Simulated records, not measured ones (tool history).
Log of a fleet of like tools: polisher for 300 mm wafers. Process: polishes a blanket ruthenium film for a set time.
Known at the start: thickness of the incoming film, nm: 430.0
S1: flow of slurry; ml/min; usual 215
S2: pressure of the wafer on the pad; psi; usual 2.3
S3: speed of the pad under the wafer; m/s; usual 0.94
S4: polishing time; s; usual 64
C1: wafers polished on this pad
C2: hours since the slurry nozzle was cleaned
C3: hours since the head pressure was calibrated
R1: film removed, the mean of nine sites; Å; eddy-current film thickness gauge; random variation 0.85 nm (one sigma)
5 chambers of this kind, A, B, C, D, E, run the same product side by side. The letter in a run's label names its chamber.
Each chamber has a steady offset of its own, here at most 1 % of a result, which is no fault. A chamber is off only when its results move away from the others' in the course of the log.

run    day   S1   S2    S3  S4    C1     C2     C3      R1
 1C  0.229  215  2.3  0.94  64   383    505   35.5  662.78
 2E  0.446  215  2.3  0.94  64   276  153.3  181.7  649.15
 3D  0.575  215  2.3  0.94  64   178   72.3  399.7   657.3
 4A  0.812  215  2.3  0.94  64   987   79.9  115.5  664.82
 5B  1.071  215  2.3  0.94  64   337  271.4  703.9  649.42
 6E  1.304  215  2.3  0.94  64   421  173.9  202.3  662.64
     1.317  -- chamber B: slurry nozzle cleaned
 7D  1.458  215  2.3  0.94  64   327   93.5  420.9   656.8
 8B  1.721  215  2.3  0.94  64   447    9.8  719.5  674.13
 9C  1.925  215  2.3  0.94  64   669  545.7   76.2  659.58
10A    2.1  150  1.9  0.94  64  1204  110.8  146.4  528.09
11C  2.275  150  1.9  0.94  64   728  554.1   84.6  512.76
12A  2.496  150  1.9  0.94  64  1271  120.3  155.9  516.91
13D  2.671  150  1.9  0.94  64   532  122.6    450  512.21
14E  2.846  150  1.9  0.94  64   681  210.9  239.3  511.11
     2.988  -- chamber A: worn pad replaced by a new one
15B  3.046  215  2.3  0.82  64   670   41.6  751.3  572.28
16C  3.312  215  2.3  0.82  64   903    579  109.5  574.37
     3.521  -- chamber C: worn pad replaced by a new one
17B    3.6  215  2.3  0.82  64   764   54.9  764.6  570.02
18D  3.842  215  2.3  0.82  64   729  150.7  478.1  577.42
19A  3.979  215  2.3  0.82  64   167  155.9  191.5  581.23
20E  4.112  215  2.3  0.94  64   895  241.3  269.7  678.12
21A  4.242  215  2.3  0.94  64   212  162.2  197.8  676.45
     4.433  -- chamber C: slurry nozzle cleaned
22B  4.479  215  2.3  0.94  64   912     76  785.7   646.9
23C  4.725  215  2.3  0.94  64   203      7  143.4  651.18
24E  4.942  215  2.3  0.94  64  1034  261.2  289.6  678.47
25D  5.204  215  2.3  0.94  64   959  183.4  510.8  666.31
26D  5.488  215  2.3  0.94  64  1007  190.2  517.6  662.65
     5.667  -- chamber E: worn pad replaced by a new one
27B  5.758  240  2.3  0.94  64  1128  106.7  816.4  645.31
     5.817  -- chamber D: worn pad replaced by a new one
28A  6.046  240  2.3  0.94  64   516  205.5  241.1  674.18
29C  6.296  240  2.3  0.94  64   468   44.7  181.1  678.71
     6.388  -- chamber B: worn pad replaced by a new one
30E   6.45  240  2.3  0.94  64   132  297.4  325.8  675.98
31A  6.733  240  2.3  0.94  64   632    222  257.6  681.48
32D  7.017  215  2.3  0.94  64   203  226.9  554.3  650.33
33E  7.258  215  2.3  0.94  64   268  316.8  345.2  660.84
34C    7.4  215  2.3  0.94  64   654   71.2  207.6  660.56
35B  7.621  215  2.3  0.94  64   208  151.4  861.1  612.01
36D    7.8  215  2.3  0.66  72   335  245.7  573.1  520.19
37C  8.042  215  2.3  0.66  72   762   86.6    223  517.58
38A  8.262  215  2.3  0.66  72   890  258.7  294.3  535.05
39B  8.496  215  2.3  0.66  72   355  172.4  882.1  472.78
40E  8.692  215  2.3  0.66  72   510  351.2  379.6  518.87
41D  8.921  215  2.3  0.94  64   524  272.6    600  665.94

Is one chamber off against the others, does the gauge drift, or is nothing wrong? If a chamber is off, say which, and what the likeliest cause is.

Chamber B drifts away from the others.
Cause: head's pressure below its setpoint, % = 10.5.

Here are 4 candidates for chamber B's next run, each the usual settings with a change, their results left as question marks. Which one brings its results back in line with what the others give on the usual settings?
In line means no further than this from the other chambers' mean on the usual settings: R1 30 Å
42B-1  9.129  220  2.6  0.94  64               ?
42B-2  9.129  215  2.2  0.88  64               ?
42B-3  9.129  215  2.3  0.92  63               ?
42B-4  9.129  215  2.3  0.96  65               ?

The other chambers' mean on the usual settings: R1 664.87 Å
  run      R1
42B-1  666.64
42B-2  525.71
42B-3  566.11
42B-4  609.86
42B-1 brings the chamber back in line.
